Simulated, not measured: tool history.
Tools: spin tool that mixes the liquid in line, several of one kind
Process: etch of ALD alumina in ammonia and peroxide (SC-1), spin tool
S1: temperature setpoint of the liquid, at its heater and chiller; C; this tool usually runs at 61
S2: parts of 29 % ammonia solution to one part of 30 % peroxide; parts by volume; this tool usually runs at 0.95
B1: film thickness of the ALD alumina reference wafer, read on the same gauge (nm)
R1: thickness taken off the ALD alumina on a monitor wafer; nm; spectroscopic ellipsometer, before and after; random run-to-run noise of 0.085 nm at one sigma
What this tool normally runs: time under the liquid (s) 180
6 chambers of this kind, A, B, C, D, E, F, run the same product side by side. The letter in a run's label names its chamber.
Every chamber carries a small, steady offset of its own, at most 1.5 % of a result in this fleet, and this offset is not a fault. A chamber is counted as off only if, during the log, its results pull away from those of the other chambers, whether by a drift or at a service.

Run 1E, hour 3.6: usual settings; B1 90.04. Result: R1 23.688 nm.
Run 2D, hour 6.6: usual settings; B1 89.933. Result: R1 23.656 nm.
Run 3F, hour 9.8: usual settings; B1 89.965. Result: R1 23.892 nm.
Run 4C, hour 12.6: usual settings; B1 89.98. Result: R1 24.017 nm.
Run 5A, hour 17.4: usual settings; B1 89.952. Result: R1 23.872 nm.
Run 6B, hour 22: usual settings; B1 89.982. Result: R1 24.006 nm.
Run 7C, hour 26.2: usual settings; B1 90.045. Result: R1 23.984 nm.
Run 8F, hour 28.4: usual settings; B1 89.983. Result: R1 23.804 nm.
Run 9E, hour 31.3: usual settings; B1 89.962. Result: R1 23.638 nm.
Run 10B, hour 36.1: usual settings; B1 90.03. Result: R1 24.044 nm.
Run 11A, hour 39.7: usual settings but S2 0.75 parts by volume, time under the liquid (s) 115; B1 90.018. Result: R1 14.971 nm.
Run 12D, hour 43.8: usual settings but S2 0.75 parts by volume, time under the liquid (s) 115; B1 89.987. Result: R1 14.838 nm.
Run 13A, hour 47.1: usual settings but S2 0.75 parts by volume, time under the liquid (s) 115; B1 89.999. Result: R1 14.947 nm.
Run 14C, hour 50.4: usual settings but S2 0.75 parts by volume, time under the liquid (s) 115; B1 90.014. Result: R1 14.993 nm.
Run 15F, hour 54.8: usual settings but S2 0.75 parts by volume, time under the liquid (s) 115; B1 90.028. Result: R1 15.02 nm.
Run 16D, hour 58.5: usual settings but S2 0.75 parts by volume, time under the liquid (s) 115; B1 89.947. Result: R1 14.73 nm.
Run 17E, hour 62.8: usual settings; B1 90.008. Result: R1 23.537 nm.
Run 18B, hour 65.1: usual settings; B1 90.007. Result: R1 23.947 nm.
Run 19F, hour 69.5: usual settings; B1 90.047. Result: R1 23.988 nm.
Run 20B, hour 72: usual settings; B1 89.964. Result: R1 23.859 nm.
At hour 74.8: chamber A: new drum of ammonia solution connected.
Run 21A, hour 75.9: usual settings but S1 70 C, time under the liquid (s) 255; B1 89.932. Result: R1 53.404 nm.
Run 22E, hour 79.9: usual settings but S1 70 C, time under the liquid (s) 255; B1 90.029. Result: R1 52.863 nm.
Run 23D, hour 82.7: usual settings but S1 70 C, time under the liquid (s) 255; B1 89.992. Result: R1 52.224 nm.
At hour 85.9: chamber F: new drum of ammonia solution connected.
Run 24C, hour 87.4: usual settings but S1 70 C, time under the liquid (s) 255; B1 89.995. Result: R1 53.339 nm.
Run 25A, hour 92.2: usual settings but S1 70 C, time under the liquid (s) 255; B1 90.02. Result: R1 52.92 nm.
Run 26B, hour 94.6: usual settings but S1 70 C, time under the liquid (s) 255; B1 90.025. Result: R1 52.828 nm.
Run 27F, hour 99.2: usual settings; B1 89.976. Result: R1 23.971 nm.
Run 28D, hour 102.9: usual settings; B1 90.046. Result: R1 23.649 nm.
Run 29C, hour 107.1: usual settings but S1 52.5 C, S2 0.8 parts by volume; B1 90.031. Result: R1 15.109 nm.
Run 30E, hour 110.2: usual settings but S1 52.5 C, S2 0.8 parts by volume; B1 90.004. Result: R1 14.741 nm.
Run 31C, hour 113.5: usual settings but S1 52.5 C, S2 0.8 parts by volume; B1 90.012. Result: R1 15.106 nm.
Run 32D, hour 118: usual settings but S1 52.5 C, S2 0.8 parts by volume; B1 90.036. Result: R1 14.953 nm.
At hour 119: chamber D: thermometer replaced.
Run 33A, hour 120.7: usual settings but S1 52.5 C, S2 0.8 parts by volume; B1 89.998. Result: R1 15.109 nm.
Run 34E, hour 124.2: usual settings but S1 52.5 C, S2 0.8 parts by volume; B1 89.989. Result: R1 14.799 nm.
Run 35B, hour 128.2: usual settings; B1 90.059. Result: R1 23.986 nm.
Run 36F, hour 130.7: usual settings; B1 89.999. Result: R1 23.897 nm.
Run 37B, hour 133.3: usual settings; B1 90.019. Result: R1 23.908 nm.
Run 38D, hour 137.7: usual settings; B1 89.971. Result: R1 23.634 nm.
Run 39C, hour 142.4: usual settings; B1 90.014. Result: R1 24.095 nm.

Predict what each chamber gives when all 6 of them run the settings below next.
Run 40A, hour 145.9: usual settings but S2 0.65 parts by volume. Result: R1 ?.
Run 40B, hour 145.9: usual settings but S2 0.65 parts by volume. Result: R1 ?.
Run 40C, hour 145.9: usual settings but S2 0.65 parts by volume. Result: R1 ?.
Run 40D, hour 145.9: usual settings but S2 0.65 parts by volume. Result: R1 ?.
Run 40E, hour 145.9: usual settings but S2 0.65 parts by volume. Result: R1 ?.
Run 40F, hour 145.9: usual settings but S2 0.65 parts by volume. Result: R1 ?.

run      R1
40A  23.148
40B  23.016
40C  23.102
40D  22.858
40E  22.896
40F  23.041
